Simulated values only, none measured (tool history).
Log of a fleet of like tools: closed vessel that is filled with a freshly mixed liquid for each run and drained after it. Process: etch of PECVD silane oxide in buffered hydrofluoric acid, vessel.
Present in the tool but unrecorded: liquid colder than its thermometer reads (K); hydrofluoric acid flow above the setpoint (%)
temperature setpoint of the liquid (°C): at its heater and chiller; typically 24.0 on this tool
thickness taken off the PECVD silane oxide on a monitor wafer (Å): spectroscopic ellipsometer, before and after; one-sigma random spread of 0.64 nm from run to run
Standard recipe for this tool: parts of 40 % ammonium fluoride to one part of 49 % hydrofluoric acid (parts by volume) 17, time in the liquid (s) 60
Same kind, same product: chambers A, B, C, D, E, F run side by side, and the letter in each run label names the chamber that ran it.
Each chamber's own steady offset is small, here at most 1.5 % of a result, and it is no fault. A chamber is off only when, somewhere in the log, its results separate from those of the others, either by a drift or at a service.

run   hour  temperature setpoint of the liquid (°C)  parts of 40 % ammonium fluoride to one part of 49 % hydrofluoric acid (parts by volume)  time in the liquid (s)  hours since the thermometer was replaced  hours since the hydrofluoric acid flow meter was replaced  read-back film thickness of the PECVD silane oxide reference wafer, read on the same gauge (nm)  thickness taken off the PECVD silane oxide on a monitor wafer (Å)
 1A   15.0                                     24.0                                                                                       17                      60                                    1818.2                                                      221.3                                                                                           139.98                                                             743.87
 2D   23.7                                     24.0                                                                                       17                      60                                     324.5                                                       78.9                                                                                           140.01                                                             749.63
 3E   33.7                                     24.0                                                                                       17                      60                                    2149.7                                                      515.8                                                                                           140.00                                                             753.61
 4B   41.6                                     24.0                                                                                       17                      60                                     448.7                                                      142.7                                                                                           140.00                                                             746.78
 5F   55.3                                     24.0                                                                                       17                      60                                    1761.5                                                       80.4                                                                                           140.03                                                             750.95
 6C   63.5                                     24.0                                                                                       17                      60                                     100.0                                                      789.9                                                                                           140.02                                                             741.90
 7F   75.6                                     24.0                                                                                       17                      60                                    1781.8                                                      100.7                                                                                           140.02                                                             749.78
 8D   85.2                                     24.0                                                                                       17                      60                                     386.0                                                      140.4                                                                                           140.01                                                             747.53
 9E   96.7                                     24.0                                                                                       17                      60                                    2212.7                                                      578.8                                                                                           139.96                                                             756.49
10C  108.3                                     24.0                                                                                       17                      40                                     144.8                                                      834.7                                                                                           140.00                                                             502.14
11B  123.4                                     24.0                                                                                       17                      40                                     530.5                                                      224.5                                                                                           140.01                                                             500.63
12A  132.7                                     24.0                                                                                       17                      40                                    1935.9                                                      339.0                                                                                           140.00                                                             502.44
     134.0  -- chamber E: hydrofluoric acid flow meter replaced
13F  145.4                                     24.0                                                                                       17                      40                                    1851.6                                                      170.5                                                                                           140.01                                                             506.98
14A  156.4                                     24.0                                                                                       17                      40                                    1959.6                                                      362.7                                                                                           139.99                                                             499.63
15E  163.7                                     24.0                                                                                       17                      40                                    2279.7                                                       29.7                                                                                           140.01                                                             500.72
16D  176.2                                     24.0                                                                                       17                      60                                     477.0                                                      231.4                                                                                           139.99                                                             739.61
17B  189.7                                     24.0                                                                                       17                      60                                     596.8                                                      290.8                                                                                           140.05                                                             747.51
18C  206.2                                     24.0                                                                                       17                      60                                     242.7                                                      932.6                                                                                           139.98                                                             742.74
19C  219.2                                     24.0                                                                                       17                      60                                     255.7                                                      945.6                                                                                           140.01                                                             753.93
20D  229.6                                     24.0                                                                                       17                      60                                     530.4                                                      284.8                                                                                           139.98                                                             745.81
21B  246.3                                     24.0                                                                                       17                      60                                     653.4                                                      347.4                                                                                           140.00                                                             751.45
22E  259.9                                     24.0                                                                                       17                      60                                    2375.9                                                      125.9                                                                                           139.99                                                             753.25
23A  270.6                                     24.0                                                                                       17                      60                                    2073.8                                                      476.9                                                                                           140.05                                                             756.79
24F  284.0                                     24.0                                                                                       17                      60                                    1990.2                                                      309.1                                                                                           140.01                                                             743.84
     286.9  -- chamber A: thermometer replaced
     292.5  -- chamber F: thermometer replaced
25E  299.8                                     24.0                                                                                       17                      60                                    2415.8                                                      165.8                                                                                           139.99                                                             758.90
26C  314.8                                     24.0                                                                                       17                      60                                     351.3                                                     1041.2                                                                                           139.99                                                             750.59
27F  330.3                                     24.0                                                                                       17                      60                                      37.9                                                      355.4                                                                                           140.00                                                             749.48
28B  345.1                                     24.0                                                                                       17                      60                                     752.2                                                      446.2                                                                                           140.01                                                             751.51
     346.7  -- chamber D: thermometer replaced
29D  354.9                                     24.0                                                                                       17                      60                                       8.3                                                      410.1                                                                                           140.00                                                             749.96
30A  367.1                                     24.0                                                                                       17                      60                                      80.3                                                      573.4                                                                                           139.99                                                             757.06
31B  377.1                                     24.0                                                                                       17                      60                                     784.2                                                      478.2                                                                                           139.97                                                             749.62
32D  389.4                                     24.0                                                                                       17                      60                                      42.8                                                      444.6                                                                                           139.99                                                             751.26
33A  400.0                                     24.0                                                                                       17                      60                                     113.2                                                      606.3                                                                                           139.98                                                             763.62
34E  413.7                                     24.0                                                                                       17                      60                                    2529.7                                                      279.7                                                                                           140.00                                                             746.78
35C  430.2                                     24.0                                                                                       10                      40                                     466.7                                                     1156.6                                                                                           139.99                                                             837.24
36F  437.6                                     24.0                                                                                       10                      40                                     145.2                                                      462.7                                                                                           140.02                                                             858.54

One chamber off, gauge drift, or nothing amiss beyond the chambers' own small offsets? If it is a chamber, which one, and what is the likeliest cause?

Nothing is wrong: each chamber keeps only its own small, steady offset and the gauge holds still.
